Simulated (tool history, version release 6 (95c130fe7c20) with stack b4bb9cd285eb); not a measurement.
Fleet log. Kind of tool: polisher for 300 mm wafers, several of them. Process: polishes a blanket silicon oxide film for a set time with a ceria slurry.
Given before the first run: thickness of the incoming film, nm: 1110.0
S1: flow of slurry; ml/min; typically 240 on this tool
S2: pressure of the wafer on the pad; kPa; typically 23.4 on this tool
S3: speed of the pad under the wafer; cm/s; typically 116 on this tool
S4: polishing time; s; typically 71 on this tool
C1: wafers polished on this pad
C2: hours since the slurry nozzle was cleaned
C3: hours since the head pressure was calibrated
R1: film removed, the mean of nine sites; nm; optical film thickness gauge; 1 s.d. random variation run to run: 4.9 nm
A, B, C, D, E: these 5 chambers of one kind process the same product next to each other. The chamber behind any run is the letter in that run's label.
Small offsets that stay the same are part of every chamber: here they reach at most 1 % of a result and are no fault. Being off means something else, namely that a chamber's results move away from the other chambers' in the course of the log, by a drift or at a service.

run	hour	S1	S2	S3	S4	C1	C2	C3	R1
1A	3.0	240	23.4	116	71	609	511.3	74.1	343.54
2C	6.8	240	23.4	116	71	566	178.7	529.1	354.59
3D	9.8	240	23.4	116	71	540	877.0	57.1	343.39
4B	11.8	240	23.4	116	71	359	246.2	688.9	348.78
# hour 12.3: chamber A: worn pad replaced by a new one
# hour 14.8: chamber C: worn pad replaced by a new one
5E	15.4	240	23.4	116	71	222	81.3	733.1	336.81
6C	18.1	240	23.4	116	71	21	190.0	540.4	347.29
7A	21.9	240	23.4	116	71	63	530.2	93.0	356.38
8E	25.1	165	23.4	116	71	285	91.0	742.8	329.06
9B	28.5	165	23.4	116	71	468	262.9	705.6	335.92
10D	32.7	165	23.4	116	71	689	899.9	80.0	325.69
11B	36.2	165	23.4	116	71	518	270.6	713.3	332.27
12A	38.3	165	23.4	116	71	169	546.6	109.4	318.72
13E	41.6	240	23.4	116	71	393	107.5	759.3	338.96
14D	45.8	240	23.4	116	71	774	913.0	93.1	349.10
15C	49.8	195	31.0	116	71	228	221.7	572.1	443.08
16B	53.6	195	31.0	116	71	632	288.0	730.7	442.58
17C	56.6	195	31.0	116	71	272	228.5	578.9	448.22
18D	59.2	195	31.0	116	71	862	926.4	106.5	441.11
# hour 59.5: chamber D: slurry nozzle cleaned
# hour 60.1: chamber B: worn pad replaced by a new one
19E	62.4	195	31.0	116	71	528	128.3	780.1	449.69
# hour 64.9: chamber D: worn pad replaced by a new one
20A	66.5	240	23.4	116	71	353	574.8	137.6	352.08
21B	70.2	240	23.4	116	71	66	304.6	747.3	353.93
# hour 72.9: chamber E: worn pad replaced by a new one
22E	74.5	240	23.4	116	71	10	140.4	792.2	346.17
23D	78.2	240	23.4	116	71	86	18.8	125.5	353.05
24A	81.9	240	23.4	116	71	453	590.2	153.0	343.56
25C	86.0	240	23.4	116	71	463	257.9	608.3	341.91
26D	88.2	240	23.4	116	71	152	28.8	135.5	349.59
27E	91.6	240	23.4	116	71	121	157.5	809.3	338.66
# hour 93.8: chamber B: slurry nozzle cleaned
28A	94.9	240	23.4	116	71	538	603.2	166.0	334.79
29B	98.5	240	23.4	116	71	250	4.7	775.6	354.04
# hour 99.3: chamber A: worn pad replaced by a new one
30C	102.2	240	23.4	116	71	569	274.1	624.5	341.48
31D	105.4	240	23.4	116	71	264	46.0	152.7	341.90
# hour 105.6: chamber A: slurry nozzle cleaned
32C	107.3	240	23.4	116	71	602	279.2	629.6	340.59
33B	109.8	240	23.4	116	71	324	16.0	786.9	344.84
34E	113.4	240	23.4	116	71	263	179.3	831.1	343.10
# hour 115.2: chamber C: worn pad replaced by a new one
35A	116.2	240	23.4	116	71	110	10.7	187.3	339.15
36E	120.2	240	23.4	116	71	308	186.1	837.9	350.37
37D	124.1	240	23.4	116	71	385	64.7	171.4	344.39
38C	127.3	240	23.4	116	71	79	299.2	649.6	346.21
39B	130.0	240	23.4	116	71	455	36.2	807.1	349.27
40A	132.3	240	23.4	116	71	214	26.8	203.4	334.03

Each of the 5 chambers runs these same settings next. Fill in every chamber's results:
41A	135.4	240	23.4	116	71				?
41B	135.4	240	23.4	116	71				?
41C	135.4	240	23.4	116	71				?
41D	135.4	240	23.4	116	71				?
41E	135.4	240	23.4	116	71				?

run	R1
41A	342.10
41B	356.08
41C	346.41
41D	339.98
41E	340.31
